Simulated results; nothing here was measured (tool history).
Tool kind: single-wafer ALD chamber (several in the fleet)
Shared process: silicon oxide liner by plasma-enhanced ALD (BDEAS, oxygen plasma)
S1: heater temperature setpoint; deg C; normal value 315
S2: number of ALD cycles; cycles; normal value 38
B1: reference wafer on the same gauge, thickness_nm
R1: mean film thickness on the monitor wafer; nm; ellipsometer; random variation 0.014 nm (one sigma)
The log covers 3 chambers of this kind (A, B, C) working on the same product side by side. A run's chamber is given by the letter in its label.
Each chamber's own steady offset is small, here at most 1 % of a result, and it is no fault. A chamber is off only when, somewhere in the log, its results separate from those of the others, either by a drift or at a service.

Run 1A, day 0.388: usual settings; B1 3.2418. Result: R1 3.4276 nm.
Run 2B, day 0.75: usual settings; B1 3.2413. Result: R1 3.4579 nm.
Run 3C, day 1.033: usual settings; B1 3.2411. Result: R1 3.4892 nm.
Run 4C, day 1.392: usual settings; B1 3.239. Result: R1 3.4947 nm.
Run 5B, day 1.742: usual settings; B1 3.2372. Result: R1 3.4846 nm.
Run 6A, day 2.058: usual settings but S2 33 cycles; B1 3.2396. Result: R1 2.96 nm.
Run 7C, day 2.446: usual settings but S2 33 cycles; B1 3.2403. Result: R1 3.0284 nm.
Run 8A, day 2.654: usual settings but S2 33 cycles; B1 3.2361. Result: R1 2.9901 nm.
Run 9B, day 3.067: usual settings; B1 3.2435. Result: R1 3.4711 nm.
Run 10A, day 3.467: usual settings; B1 3.2412. Result: R1 3.44 nm.
Run 11B, day 3.871: usual settings; B1 3.2414. Result: R1 3.5062 nm.
Run 12C, day 4.183: usual settings; B1 3.2423. Result: R1 3.4933 nm.
Run 13A, day 4.492: usual settings; B1 3.2412. Result: R1 3.4102 nm.
Run 14C, day 4.725: usual settings; B1 3.2438. Result: R1 3.4928 nm.
Run 15B, day 4.988: usual settings; B1 3.2416. Result: R1 3.4973 nm.
Run 16A, day 5.35: usual settings; B1 3.2427. Result: R1 3.4385 nm.
Run 17C, day 5.683: usual settings; B1 3.2428. Result: R1 3.4697 nm.
Run 18B, day 5.979: usual settings; B1 3.2406. Result: R1 3.4617 nm.
Run 19C, day 6.362: usual settings but S2 45 cycles; B1 3.2407. Result: R1 4.1313 nm.
Run 20B, day 6.796: usual settings but S2 45 cycles; B1 3.2375. Result: R1 4.1137 nm.
Run 21A, day 7.112: usual settings but S2 45 cycles; B1 3.2431. Result: R1 4.0667 nm.
Run 22B, day 7.425: usual settings but S1 321 deg C; B1 3.2392. Result: R1 3.4656 nm.
Run 23C, day 7.888: usual settings but S1 321 deg C; B1 3.2398. Result: R1 3.452 nm.
Run 24A, day 8.2: usual settings but S1 321 deg C; B1 3.2419. Result: R1 3.3962 nm.
Run 25B, day 8.412: usual settings; B1 3.2437. Result: R1 3.4888 nm.
Run 26C, day 8.675: usual settings; B1 3.2406. Result: R1 3.4872 nm.
Run 27A, day 8.958: usual settings; B1 3.2398. Result: R1 3.4176 nm.
Run 28A, day 9.212: usual settings; B1 3.2394. Result: R1 3.4265 nm.
Run 29C, day 9.588: usual settings but S1 323 deg C, S2 33 cycles; B1 3.2393. Result: R1 2.9927 nm.
Run 30B, day 9.9: usual settings but S1 323 deg C, S2 33 cycles; B1 3.2407. Result: R1 3.0138 nm.
Run 31B, day 10.121: usual settings but S1 323 deg C, S2 33 cycles; B1 3.24. Result: R1 3.0064 nm.
Run 32A, day 10.408: usual settings but S1 309 deg C, S2 35 cycles; B1 3.2393. Result: R1 3.1906 nm.
Run 33C, day 10.717: usual settings but S1 309 deg C, S2 35 cycles; B1 3.2402. Result: R1 3.2669 nm.
Run 34C, day 11.004: usual settings but S1 309 deg C, S2 35 cycles; B1 3.2393. Result: R1 3.2593 nm.
Run 35A, day 11.312: usual settings; B1 3.2396. Result: R1 3.4171 nm.
Run 36B, day 11.592: usual settings but S2 44 cycles; B1 3.2417. Result: R1 4.0155 nm.
Run 37C, day 11.838: usual settings but S2 44 cycles; B1 3.2415. Result: R1 4.0465 nm.
Run 38A, day 12.217: usual settings but S2 44 cycles; B1 3.2425. Result: R1 3.9995 nm.
Run 39B, day 12.471: usual settings; B1 3.241. Result: R1 3.4906 nm.

One chamber off, gauge drift, or nothing amiss beyond the chambers' own small offsets? If it is a chamber, which one, and what is the likeliest cause?

The fleet is healthy, with each chamber sitting at its usual small offset and no drift in the gauge.
